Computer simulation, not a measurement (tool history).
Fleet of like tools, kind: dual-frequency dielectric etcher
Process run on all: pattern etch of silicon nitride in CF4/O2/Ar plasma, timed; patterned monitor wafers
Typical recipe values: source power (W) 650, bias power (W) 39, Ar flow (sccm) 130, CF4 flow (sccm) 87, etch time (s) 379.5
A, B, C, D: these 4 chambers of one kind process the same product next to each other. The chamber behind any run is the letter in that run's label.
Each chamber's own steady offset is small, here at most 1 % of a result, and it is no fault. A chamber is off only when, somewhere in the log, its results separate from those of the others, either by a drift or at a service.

run	day	source power (W)	bias power (W)	Ar flow (sccm)	CF4 flow (sccm)	etch time (s)	hours since the last wet clean	hours since the last source power generator calibration	hours since the last bias power generator calibration	hours since the last Ar flow controller change	hours since the last CF4 flow controller change	read-back reference wafer on the same gauge, depth_nm	mean etch depth across the wafer (angstrom)
1B	0.167	650	39	130	87	379.5	73.9	1037	3198.7	4150.2	2601.7	819.9	7823.8
2A	0.317	650	39	130	87	379.5	109.3	2596	401.9	2618.3	676.7	820.23	7752.8
3C	0.512	650	39	130	87	379.5	344.6	2005.2	627.8	2239.3	5455.7	819.55	7816.7
4D	0.696	650	39	130	87	379.5	230.1	2075.8	2151.6	19.6	2518.5	820.12	7887.3
5B	0.871	650	39	130	87	379.5	90.8	1053.9	3215.6	4167.1	2618.6	820.47	7831
6D	1.004	650	39	130	87	379.5	237.5	2083.2	2159	27	2525.9	819.96	7867.7
7A	1.125	650	39	130	87	379.5	128.7	2615.4	421.3	2637.7	696.1	819.9	7780.7
8C	1.221	650	39	130	87	379.5	361.6	2022.2	644.8	2256.3	5472.7	820.56	7829.6
9C	1.421	650	30	130	87	379.5	366.4	2027	649.6	2261.1	5477.5	820.31	7134.8
10D	1.542	650	30	130	87	379.5	250.4	2096.1	2171.9	39.9	2538.8	820.03	7120.1
# day 1.729: chamber D: bias power generator calibrated
11A	1.742	650	30	130	87	379.5	143.5	2630.2	436.1	2652.5	710.9	820.33	7071.2
12B	1.85	650	30	130	87	379.5	114.3	1077.4	3239.1	4190.6	2642.1	820.06	7126.2
13B	2.012	730	39	150	87	379.5	118.2	1081.3	3243	4194.5	2646	819.59	8426.8
14D	2.15	730	39	150	87	379.5	265	2110.7	10.1	54.5	2553.4	820.38	8492.3
# day 2.258: chamber C: wet clean of the chamber
15A	2.262	730	39	150	87	379.5	156	2642.7	448.6	2665	723.4	819.56	8375
16C	2.354	730	39	150	87	379.5	2.4	2049.4	672	2283.5	5499.9	820.09	8826.6
17B	2.454	650	39	130	87	379.5	128.8	1091.9	3253.6	4205.1	2656.6	819.93	7827.5
18A	2.562	650	39	130	87	379.5	163.2	2649.9	455.8	2672.2	730.6	820.49	7775.5
19D	2.679	650	39	130	87	379.5	277.7	2123.4	22.8	67.2	2566.1	820.55	7891.3
20C	2.871	650	39	130	87	379.5	14.8	2061.8	684.4	2295.9	5512.3	820.07	8198.7
21B	2.983	650	39	130	80	446	141.5	1104.6	3266.3	4217.8	2669.3	819.87	9013.7
22D	3.133	650	39	130	80	446	288.6	2134.3	33.7	78.1	2577	819.44	9115.3
23A	3.225	650	39	130	80	446	179.1	2665.8	471.7	2688.1	746.5	819.44	8994.4
24C	3.35	650	39	130	80	446	26.3	2073.3	695.9	2307.4	5523.8	820.13	9481.5
25A	3.546	650	39	130	87	379.5	186.8	2673.5	479.4	2695.8	754.2	820.44	7788.3
26B	3.729	650	39	130	87	379.5	159.4	1122.5	3284.2	4235.7	2687.2	820.59	7860.3
27C	3.862	650	39	130	87	379.5	38.6	2085.6	708.2	2319.7	5536.1	820.18	8186
# day 3.9: chamber C: CF4 flow controller replaced
28D	4.008	650	39	140	72	379.5	309.6	2155.3	54.7	99.1	2598	820.08	7514
29A	4.15	650	39	140	72	379.5	201.3	2688	493.9	2710.3	768.7	820.42	7473.8
30C	4.288	650	39	140	72	379.5	48.8	2095.8	718.4	2329.9	9.3	819.96	7900.1
31B	4.421	650	39	140	72	379.5	176	1139.1	3300.8	4252.3	2703.8	820.54	7549.7
32D	4.579	650	39	130	87	379.5	323.3	2169	68.4	112.8	2611.7	819.63	7816.4
33C	4.7	650	39	130	87	379.5	58.7	2105.7	728.3	2339.8	19.2	819.86	8226.4
34D	4.896	650	39	130	87	379.5	330.9	2176.6	76	120.4	2619.3	819.89	7867.3
35B	5.108	650	39	130	87	379.5	192.5	1155.6	3317.3	4268.8	2720.3	819.35	7803.5

One chamber off, gauge drift, or nothing amiss beyond the chambers' own small offsets? If it is a chamber, which one, and what is the likeliest cause?

Chamber C has stood off from the others ever since a service on it.
What lies behind it: etch rate over this chamber's usual, % = 4.72.

Chamber C could run next with any of the 4 candidate recipes listed below; each alters the usual settings, and their results appear as question marks. Which one brings its results back in line with what the other chambers deliver on the usual settings?
In-line tolerance around the mean of the other chambers on the usual settings: mean etch depth across the wafer (angstrom) 96
36C-1	5.258	660	39	130	87	385.5							?
36C-2	5.258	650	39	130	87	370							?
36C-3	5.258	640	39	130	87	366.5							?
36C-4	5.258	660	39	130	87	393							?

Average result of the remaining chambers running the usual settings: mean etch depth across the wafer (angstrom) 7812.7
run	mean etch depth across the wafer (angstrom)
36C-1	8472.3
36C-2	8022.5
36C-3	7838.3
36C-4	8637.1
36C-3 brings the chamber back in line.

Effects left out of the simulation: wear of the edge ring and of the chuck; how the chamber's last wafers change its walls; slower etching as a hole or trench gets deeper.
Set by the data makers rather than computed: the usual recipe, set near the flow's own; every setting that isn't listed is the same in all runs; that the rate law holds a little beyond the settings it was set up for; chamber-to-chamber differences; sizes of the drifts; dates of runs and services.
